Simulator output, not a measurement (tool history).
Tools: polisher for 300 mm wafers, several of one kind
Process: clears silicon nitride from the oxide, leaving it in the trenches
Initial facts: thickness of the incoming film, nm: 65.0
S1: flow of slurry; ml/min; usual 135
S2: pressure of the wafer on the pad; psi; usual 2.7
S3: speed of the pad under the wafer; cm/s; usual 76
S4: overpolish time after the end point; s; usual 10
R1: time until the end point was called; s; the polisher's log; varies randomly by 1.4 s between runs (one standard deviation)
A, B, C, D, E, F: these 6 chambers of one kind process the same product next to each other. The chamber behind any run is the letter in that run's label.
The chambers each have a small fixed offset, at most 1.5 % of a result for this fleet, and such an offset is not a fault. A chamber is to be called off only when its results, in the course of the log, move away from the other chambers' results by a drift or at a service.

| run | day | S1 | S2 | S3 | S4 | R1 |
|---|---|---|---|---|---|---|
|  | 0.008 | chamber C: worn pad replaced by a new one |
|  | 0.104 | chamber D: worn pad replaced by a new one |
| 1E | 0.267 | 135 | 2.7 | 76 | 10 | 80.112 |
| 2A | 0.400 | 135 | 2.7 | 76 | 10 | 82.992 |
| 3D | 0.579 | 135 | 2.7 | 76 | 10 | 82.337 |
| 4F | 0.733 | 135 | 2.7 | 76 | 10 | 82.501 |
| 5B | 0.983 | 135 | 2.7 | 76 | 10 | 82.894 |
| 6C | 1.200 | 135 | 2.7 | 76 | 10 | 81.488 |
|  | 1.250 | chamber C: head pressure recalibrated |
|  | 1.338 | chamber A: worn pad replaced by a new one |
| 7E | 1.446 | 135 | 2.7 | 76 | 10 | 85.001 |
|  | 1.642 | chamber E: worn pad replaced by a new one |
| 8C | 1.683 | 135 | 2.7 | 76 | 10 | 82.005 |
| 9A | 1.950 | 135 | 2.7 | 76 | 10 | 81.930 |
| 10B | 2.088 | 135 | 2.7 | 76 | 10 | 82.980 |
|  | 2.117 | chamber A: slurry nozzle cleaned |
|  | 2.204 | chamber D: worn pad replaced by a new one |
| 11F | 2.338 | 135 | 2.7 | 76 | 10 | 83.775 |
| 12D | 2.583 | 135 | 2.7 | 76 | 10 | 84.198 |
| 13B | 2.812 | 135 | 2.7 | 76 | 10 | 84.074 |
|  | 3.033 | chamber F: worn pad replaced by a new one |
| 14F | 3.033 | 135 | 2.7 | 76 | 10 | 81.766 |
| 15C | 3.208 | 135 | 2.7 | 76 | 10 | 84.011 |
| 16A | 3.388 | 135 | 2.7 | 76 | 10 | 83.178 |
|  | 3.617 | chamber B: worn pad replaced by a new one |
| 17D | 3.662 | 135 | 2.7 | 76 | 10 | 84.173 |
| 18E | 3.796 | 135 | 2.7 | 76 | 10 | 84.070 |
| 19F | 4.062 | 135 | 2.7 | 76 | 10 | 81.957 |
|  | 4.067 | chamber A: worn pad replaced by a new one |
| 20C | 4.217 | 135 | 2.7 | 76 | 10 | 80.086 |
|  | 4.300 | chamber D: worn pad replaced by a new one |
|  | 4.325 | chamber E: worn pad replaced by a new one |
| 21E | 4.346 | 135 | 2.7 | 76 | 10 | 82.438 |
| 22A | 4.479 | 135 | 2.7 | 76 | 10 | 83.011 |
|  | 4.529 | chamber D: head pressure recalibrated |
|  | 4.650 | chamber C: worn pad replaced by a new one |
| 23D | 4.654 | 135 | 2.7 | 76 | 10 | 75.295 |
| 24B | 4.783 | 135 | 2.7 | 76 | 10 | 82.141 |
|  | 4.929 | chamber B: head pressure recalibrated |
| 25F | 4.962 | 135 | 2.7 | 76 | 10 | 82.072 |
| 26B | 5.183 | 135 | 2.7 | 76 | 10 | 82.909 |
| 27A | 5.358 | 135 | 2.7 | 76 | 10 | 82.196 |
| 28D | 5.567 | 135 | 2.7 | 76 | 10 | 72.762 |
| 29C | 5.825 | 135 | 2.7 | 76 | 10 | 82.555 |
| 30E | 6.025 | 135 | 2.7 | 76 | 10 | 84.421 |
| 31D | 6.300 | 105 | 3.0 | 76 | 10 | 72.427 |
|  | 6.400 | chamber F: worn pad replaced by a new one |
| 32C | 6.538 | 105 | 3.0 | 76 | 10 | 77.582 |
| 33E | 6.821 | 105 | 3.0 | 76 | 10 | 79.386 |
|  | 6.871 | chamber A: worn pad replaced by a new one |
| 34F | 7.008 | 105 | 3.0 | 76 | 10 | 78.004 |
| 35B | 7.267 | 105 | 3.0 | 76 | 10 | 79.902 |
| 36A | 7.546 | 105 | 3.0 | 76 | 10 | 76.901 |
| 37B | 7.712 | 135 | 3.1 | 68 | 10 | 82.137 |

All 6 chambers run these settings next. Forecast each chamber's results:
| 38A | 7.921 | 135 | 2.7 | 76 | 10 | ? |
| 38B | 7.921 | 135 | 2.7 | 76 | 10 | ? |
| 38C | 7.921 | 135 | 2.7 | 76 | 10 | ? |
| 38D | 7.921 | 135 | 2.7 | 76 | 10 | ? |
| 38E | 7.921 | 135 | 2.7 | 76 | 10 | ? |
| 38F | 7.921 | 135 | 2.7 | 76 | 10 | ? |

| run | R1 |
|---|---|
| 38A | 82.620 |
| 38B | 84.212 |
| 38C | 81.992 |
| 38D | 75.430 |
| 38E | 84.540 |
| 38F | 82.191 |
